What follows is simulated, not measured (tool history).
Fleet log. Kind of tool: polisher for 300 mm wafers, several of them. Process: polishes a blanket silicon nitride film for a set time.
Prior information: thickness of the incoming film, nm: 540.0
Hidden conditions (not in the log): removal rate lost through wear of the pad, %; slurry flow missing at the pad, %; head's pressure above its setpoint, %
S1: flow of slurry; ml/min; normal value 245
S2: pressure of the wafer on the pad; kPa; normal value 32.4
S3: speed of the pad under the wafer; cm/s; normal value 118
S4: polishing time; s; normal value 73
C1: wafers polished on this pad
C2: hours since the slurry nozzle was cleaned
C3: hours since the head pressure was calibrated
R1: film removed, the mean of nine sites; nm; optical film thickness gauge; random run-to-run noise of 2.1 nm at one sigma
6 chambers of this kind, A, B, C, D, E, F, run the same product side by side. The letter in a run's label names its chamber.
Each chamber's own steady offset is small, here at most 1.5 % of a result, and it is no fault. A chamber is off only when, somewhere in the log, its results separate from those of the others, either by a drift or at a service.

| run | day | S1 | S2 | S3 | S4 | C1 | C2 | C3 | R1 |
|---|---|---|---|---|---|---|---|---|---|
|  | 0.308 | chamber D: slurry nozzle cleaned |
| 1E | 0.338 | 245 | 32.4 | 118 | 73 | 1173 | 181.4 | 245.4 | 195.45 |
| 2A | 0.708 | 245 | 32.4 | 118 | 73 | 267 | 203 | 938.2 | 196.22 |
|  | 0.762 | chamber E: worn pad replaced by a new one |
|  | 0.983 | chamber C: slurry nozzle cleaned |
| 3D | 1.088 | 245 | 32.4 | 118 | 73 | 422 | 18.7 | 464.1 | 191.98 |
|  | 1.179 | chamber B: worn pad replaced by a new one |
| 4B | 1.317 | 245 | 32.4 | 118 | 73 | 38 | 326.8 | 750.3 | 195.53 |
|  | 1.642 | chamber D: worn pad replaced by a new one |
| 5F | 1.733 | 245 | 32.4 | 118 | 73 | 1122 | 155.9 | 209 | 194.73 |
|  | 1.992 | chamber A: worn pad replaced by a new one |
| 6C | 2.175 | 245 | 32.4 | 118 | 73 | 1001 | 28.7 | 144.3 | 193.28 |
| 7F | 2.55 | 245 | 32.4 | 118 | 73 | 1346 | 175.5 | 228.6 | 197.04 |
|  | 2.612 | chamber F: worn pad replaced by a new one |
|  | 2.733 | chamber C: worn pad replaced by a new one |
| 8C | 2.754 | 245 | 22.1 | 118 | 73 | 6 | 42.6 | 158.2 | 130.36 |
| 9B | 2.979 | 245 | 22.1 | 118 | 73 | 494 | 366.7 | 790.2 | 135.36 |
| 10A | 3.192 | 245 | 22.1 | 118 | 73 | 330 | 262.6 | 997.8 | 137.16 |
|  | 3.446 | chamber A: head pressure recalibrated |
| 11D | 3.633 | 245 | 22.1 | 118 | 73 | 547 | 79.8 | 525.2 | 129.68 |
| 12E | 3.95 | 245 | 22.1 | 118 | 73 | 875 | 268.1 | 332.1 | 136.56 |
|  | 4.246 | chamber D: worn pad replaced by a new one |
| 13B | 4.383 | 245 | 22.1 | 118 | 73 | 879 | 400.4 | 823.9 | 134.92 |
| 14E | 4.621 | 245 | 32.4 | 118 | 73 | 1059 | 284.2 | 348.2 | 197.61 |
|  | 4.662 | chamber A: worn pad replaced by a new one |
|  | 4.754 | chamber E: worn pad replaced by a new one |
| 15A | 4.879 | 245 | 32.4 | 118 | 73 | 60 | 303.1 | 34.4 | 199.14 |
|  | 5.108 | chamber D: head pressure recalibrated |
| 16C | 5.167 | 245 | 32.4 | 118 | 73 | 668 | 100.5 | 216.1 | 193.97 |
|  | 5.483 | chamber B: head pressure recalibrated |
| 17F | 5.517 | 245 | 32.4 | 118 | 73 | 797 | 246.7 | 299.8 | 197.7 |
| 18D | 5.888 | 245 | 37.2 | 150 | 73 | 450 | 133.9 | 18.7 | 271.92 |
|  | 6.112 | chamber B: worn pad replaced by a new one |
| 19B | 6.162 | 245 | 37.2 | 150 | 73 | 14 | 443.1 | 16.3 | 271.28 |
|  | 6.525 | chamber F: worn pad replaced by a new one |
| 20F | 6.608 | 245 | 37.2 | 150 | 73 | 23 | 272.9 | 326 | 272.71 |
| 21A | 6.808 | 245 | 37.2 | 150 | 73 | 589 | 349.4 | 80.7 | 279.73 |
|  | 6.942 | chamber D: worn pad replaced by a new one |
| 22C | 7.033 | 245 | 37.2 | 150 | 73 | 1181 | 145.3 | 260.9 | 274.96 |
|  | 7.238 | chamber A: worn pad replaced by a new one |
| 23D | 7.292 | 245 | 37.2 | 150 | 73 | 96 | 167.6 | 52.4 | 269.94 |
| 24E | 7.571 | 245 | 32.4 | 118 | 73 | 773 | 355 | 419 | 191.55 |
| 25E | 7.804 | 245 | 32.4 | 118 | 73 | 837 | 360.6 | 424.6 | 195.96 |
| 26A | 8.046 | 195 | 32.4 | 118 | 63 | 222 | 379.1 | 110.4 | 166.57 |
|  | 8.092 | chamber C: worn pad replaced by a new one |
| 27F | 8.267 | 195 | 32.4 | 118 | 63 | 478 | 312.7 | 365.8 | 163.19 |
| 28C | 8.604 | 195 | 32.4 | 118 | 63 | 140 | 183 | 298.6 | 164.78 |
| 29B | 9.029 | 195 | 32.4 | 118 | 63 | 801 | 511.9 | 85.1 | 166.73 |
| 30D | 9.233 | 195 | 32.4 | 118 | 63 | 629 | 214.2 | 99 | 162.46 |
|  | 9.238 | chamber D: worn pad replaced by a new one |
|  | 9.275 | chamber E: worn pad replaced by a new one |
| 31D | 9.492 | 195 | 32.4 | 118 | 63 | 70 | 220.4 | 105.2 | 166.22 |
|  | 9.7 | chamber A: worn pad replaced by a new one |
| 32C | 9.708 | 245 | 32.4 | 118 | 73 | 443 | 209.5 | 325.1 | 194.43 |
| 33A | 9.942 | 245 | 32.4 | 118 | 73 | 66 | 424.6 | 155.9 | 198.71 |
| 34B | 10.15 | 245 | 32.4 | 118 | 73 | 1108 | 538.8 | 112 | 194.3 |
|  | 10.454 | chamber F: worn pad replaced by a new one |
| 35E | 10.571 | 245 | 32.4 | 118 | 73 | 356 | 427 | 491 | 197.08 |
| 36F | 10.933 | 245 | 32.4 | 118 | 73 | 132 | 376.7 | 429.8 | 195.89 |

Has any chamber moved away from the others, gradually or after a service, or does the common gauge drift, or do the chambers differ only by their own small steady offsets? State the chamber and the most likely cause if one applies.

All chambers stay in line apart from their small fixed offsets, and the gauge does not drift.

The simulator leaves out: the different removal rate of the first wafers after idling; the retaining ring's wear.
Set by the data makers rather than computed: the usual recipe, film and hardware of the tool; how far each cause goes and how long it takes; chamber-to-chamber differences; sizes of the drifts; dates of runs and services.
